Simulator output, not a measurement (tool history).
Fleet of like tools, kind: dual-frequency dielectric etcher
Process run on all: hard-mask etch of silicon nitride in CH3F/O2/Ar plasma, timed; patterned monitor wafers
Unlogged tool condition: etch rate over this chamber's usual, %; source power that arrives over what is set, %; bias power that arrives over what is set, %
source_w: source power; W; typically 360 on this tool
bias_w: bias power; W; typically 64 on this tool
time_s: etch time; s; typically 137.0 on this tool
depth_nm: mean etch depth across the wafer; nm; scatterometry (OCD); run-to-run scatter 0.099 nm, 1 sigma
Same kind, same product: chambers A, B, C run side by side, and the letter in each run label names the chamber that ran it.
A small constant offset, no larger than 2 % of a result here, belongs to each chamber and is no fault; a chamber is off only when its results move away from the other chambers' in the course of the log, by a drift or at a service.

run   hour  source_w  bias_w  time_s  hours since the last wet clean  hours since the last source power generator calibration  hours since the last bias power generator calibration  read-back reference wafer on the same gauge, depth_nm  depth_nm
 1B    9.9       360      64   137.0                           352.2                                                    176.6                                                 2003.7                                                 93.484    90.076
 2A   23.9       360      64   137.0                           111.3                                                   1258.8                                                 2869.0                                                 93.456    88.215
 3C   38.2       360      64   137.0                           399.2                                                    136.8                                                  917.6                                                 93.448    88.856
      47.3  -- chamber B: wet clean of the chamber
 4C   49.0       360      64   137.0                           410.0                                                    147.6                                                  928.4                                                 93.441    88.686
 5A   55.9       360      64   137.0                           143.3                                                   1290.8                                                 2901.0                                                 93.405    88.030
 6B   63.9       360      64   137.0                            16.7                                                    230.6                                                 2057.7                                                 93.416    90.023
      70.5  -- chamber C: wet clean of the chamber
 7A   70.7       360      64   137.0                           158.1                                                   1305.6                                                 2915.8                                                 93.434    87.956
 8C   84.6       360      64   137.0                            14.1                                                    183.2                                                  964.0                                                 93.380    88.565
 9B   92.1       440      54   137.0                            44.9                                                    258.8                                                 2085.9                                                 93.397    91.888
10B  100.8       440      54   137.0                            53.6                                                    267.5                                                 2094.6                                                 93.382    91.749
11A  110.3       440      54   137.0                           197.7                                                   1345.2                                                 2955.4                                                 93.391    90.094
12C  125.1       360      64   137.0                            54.6                                                    223.7                                                 1004.5                                                 93.332    88.469
13A  131.6       360      64   137.0                           219.0                                                   1366.5                                                 2976.7                                                 93.340    88.024
14C  138.8       360      55   105.5                            68.3                                                    237.4                                                 1018.2                                                 93.334    64.745
15B  150.3       360      55   105.5                           103.1                                                    317.0                                                 2144.1                                                 93.322    65.850
16B  159.0       360      55   105.5                           111.8                                                    325.7                                                 2152.8                                                 93.322    65.725
17C  170.9       360      64   137.0                           100.4                                                    269.5                                                 1050.3                                                 93.314    88.555
18A  179.0       360      64   137.0                           266.4                                                   1413.9                                                 3024.1                                                 93.274    87.937
19A  193.2       360      64   137.0                           280.6                                                   1428.1                                                 3038.3                                                 93.271    87.975
20C  203.2       330      64   110.0                           132.7                                                    301.8                                                 1082.6                                                 93.245    68.643
21B  213.9       330      64   110.0                           166.7                                                    380.6                                                 2207.7                                                 93.239    69.825
22C  227.3       330      64   110.0                           156.8                                                    325.9                                                 1106.7                                                 93.237    68.790
     230.6  -- chamber A: wet clean of the chamber
23A  235.3       360      64   137.0                             4.7                                                   1470.2                                                 3080.4                                                 93.216    88.139
24B  242.0       360      64   137.0                           194.8                                                    408.7                                                 2235.8                                                 93.221    89.771
25B  250.0       360      64   137.0                           202.8                                                    416.7                                                 2243.8                                                 93.181    89.693
26C  259.8       360      64   137.0                           189.3                                                    358.4                                                 1139.2                                                 93.193    88.359
27A  271.1       360      64   137.0                            40.5                                                   1506.0                                                 3116.2                                                 93.187    87.832
28B  284.3       360      64   137.0                           237.1                                                    451.0                                                 2278.1                                                 93.128    89.876
     294.4  -- chamber A: bias power generator calibrated
29A  297.4       360      64   137.0                            66.8                                                   1532.3                                                    3.0                                                 93.134    87.851
30C  310.6       360      64   137.0                           240.1                                                    409.2                                                 1190.0                                                 93.123    88.360
31B  324.0       360      64   137.0                           276.8                                                    490.7                                                 2317.8                                                 93.094    89.682
32A  339.0       360      64   137.0                           108.4                                                   1573.9                                                   44.6                                                 93.084    88.042

Has any chamber moved away from the others, gradually or after a service, or does the common gauge drift, or do the chambers differ only by their own small steady offsets? State the chamber and the most likely cause if one applies.

None of the chambers is off. What moves is the gauge, dragging all their readings along together.
What lies behind it: gauge reads low (%) = 0.461.

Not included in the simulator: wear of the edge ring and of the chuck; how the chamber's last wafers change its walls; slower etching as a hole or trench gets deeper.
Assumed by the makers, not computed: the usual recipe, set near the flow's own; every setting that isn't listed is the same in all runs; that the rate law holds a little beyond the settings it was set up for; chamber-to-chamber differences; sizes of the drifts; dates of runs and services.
